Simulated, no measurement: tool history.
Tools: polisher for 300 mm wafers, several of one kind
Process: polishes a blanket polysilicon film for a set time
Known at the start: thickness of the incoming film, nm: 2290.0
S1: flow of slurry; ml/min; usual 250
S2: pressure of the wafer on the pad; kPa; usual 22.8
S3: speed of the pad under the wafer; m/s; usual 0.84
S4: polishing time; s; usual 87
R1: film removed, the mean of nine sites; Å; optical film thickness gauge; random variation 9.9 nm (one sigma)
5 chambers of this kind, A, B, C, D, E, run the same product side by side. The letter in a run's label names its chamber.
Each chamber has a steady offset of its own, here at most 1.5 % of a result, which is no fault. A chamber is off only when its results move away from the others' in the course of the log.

Run 1B, hour 7.1: usual settings. Result: R1 7311.4 Å.
Run 2D, hour 10.4: usual settings. Result: R1 7148.4 Å.
Run 3E, hour 15.5: usual settings. Result: R1 7180.6 Å.
At hour 16.3: chamber D: slurry nozzle cleaned.
At hour 19.2: chamber A: worn pad replaced by a new one.
Run 4C, hour 19.8: usual settings. Result: R1 7463.5 Å.
Run 5A, hour 25.6: usual settings. Result: R1 7206 Å.
At hour 29.1: chamber D: worn pad replaced by a new one.
At hour 30.2: chamber B: worn pad replaced by a new one.
Run 6D, hour 31.1: usual settings. Result: R1 7388.7 Å.
Run 7E, hour 38: usual settings. Result: R1 7206 Å.
Run 8C, hour 45.1: usual settings. Result: R1 7185 Å.
Run 9A, hour 49.7: usual settings. Result: R1 7201.5 Å.
Run 10B, hour 54.8: usual settings but S3 0.72 m/s. Result: R1 6124.1 Å.
At hour 61.2: chamber E: head pressure recalibrated.
Run 11D, hour 62: usual settings but S3 0.72 m/s. Result: R1 6294.7 Å.
At hour 65.7: chamber E: worn pad replaced by a new one.
Run 12B, hour 66.4: usual settings but S3 0.72 m/s. Result: R1 6175.9 Å.
Run 13C, hour 70.6: usual settings but S3 0.72 m/s. Result: R1 6252.4 Å.
At hour 73.2: chamber C: worn pad replaced by a new one.
Run 14A, hour 77.1: usual settings but S3 0.72 m/s. Result: R1 6215.1 Å.
Run 15E, hour 81.7: usual settings. Result: R1 7703.8 Å.
At hour 85: chamber C: slurry nozzle cleaned.
Run 16A, hour 86: usual settings but S1 225 ml/min, S3 1.08 m/s. Result: R1 9472.2 Å.
Run 17C, hour 89.4: usual settings but S1 225 ml/min, S3 1.08 m/s. Result: R1 9360 Å.
Run 18D, hour 94: usual settings but S1 225 ml/min, S3 1.08 m/s. Result: R1 9072.4 Å.
At hour 97.4: chamber B: worn pad replaced by a new one.
Run 19E, hour 98.5: usual settings but S1 225 ml/min, S3 1.08 m/s. Result: R1 9838.2 Å.
Run 20B, hour 101.7: usual settings but S1 225 ml/min, S3 1.08 m/s. Result: R1 9285.6 Å.
Run 21D, hour 106.7: usual settings. Result: R1 7275.3 Å.
At hour 110.9: chamber D: worn pad replaced by a new one.
Run 22E, hour 112.4: usual settings. Result: R1 7826 Å.
Run 23B, hour 119.4: usual settings. Result: R1 7118.3 Å.
At hour 122.3: chamber A: worn pad replaced by a new one.
Run 24C, hour 123.5: usual settings. Result: R1 7361.9 Å.
Run 25A, hour 130.1: usual settings but S3 0.62 m/s. Result: R1 5346.2 Å.
Run 26E, hour 137.5: usual settings but S3 0.62 m/s. Result: R1 5861.8 Å.
Run 27C, hour 141.4: usual settings but S3 0.62 m/s. Result: R1 5332.9 Å.
At hour 145.6: chamber A: head pressure recalibrated.
Run 28A, hour 147.7: usual settings but S3 0.62 m/s. Result: R1 5529.1 Å.
At hour 148.4: chamber E: worn pad replaced by a new one.
Run 29B, hour 151.1: usual settings but S3 0.62 m/s. Result: R1 5116.7 Å.
Run 30D, hour 157.7: usual settings. Result: R1 7221.5 Å.
At hour 162: chamber C: worn pad replaced by a new one.
Run 31C, hour 164.3: usual settings. Result: R1 7274 Å.
Run 32B, hour 168.6: usual settings. Result: R1 7174.2 Å.
Run 33A, hour 173.2: usual settings. Result: R1 7068.9 Å.
Run 34E, hour 179.2: usual settings. Result: R1 7814.4 Å.
Run 35D, hour 184.8: usual settings. Result: R1 7187.3 Å.
Run 36E, hour 188.3: usual settings. Result: R1 7847.4 Å.

Is one chamber off against the others, does the gauge drift, or is nothing wrong? If a chamber is off, say which, and what the likeliest cause is.

A service left chamber E off against the others.
Cause: head's pressure above its setpoint, % = 8.62.

Here are 4 candidates for chamber E's next run, each the usual settings with a change, their results left as question marks. Which one brings its results back in line with what the others give on the usual settings?
In line means no further than this from the other chambers' mean on the usual settings: R1 340 Å
Run 37E-1, hour 193.7: usual settings but S2 20.7 kPa, S3 0.78 m/s. Result: R1 ?.
Run 37E-2, hour 193.7: usual settings but S2 23.4 kPa, S3 0.86 m/s, S4 89 s. Result: R1 ?.
Run 37E-3, hour 193.7: usual settings but S2 22.1 kPa, S4 84 s. Result: R1 ?.
Run 37E-4, hour 193.7: usual settings but S2 24.8 kPa, S3 0.9 m/s. Result: R1 ?.

The other chambers' mean on the usual settings: R1 7215.9 Å
  run      R1
37E-1  6575.5
37E-2    8420
37E-3  7299.3
37E-4  9126.8
37E-3 brings the chamber back in line.
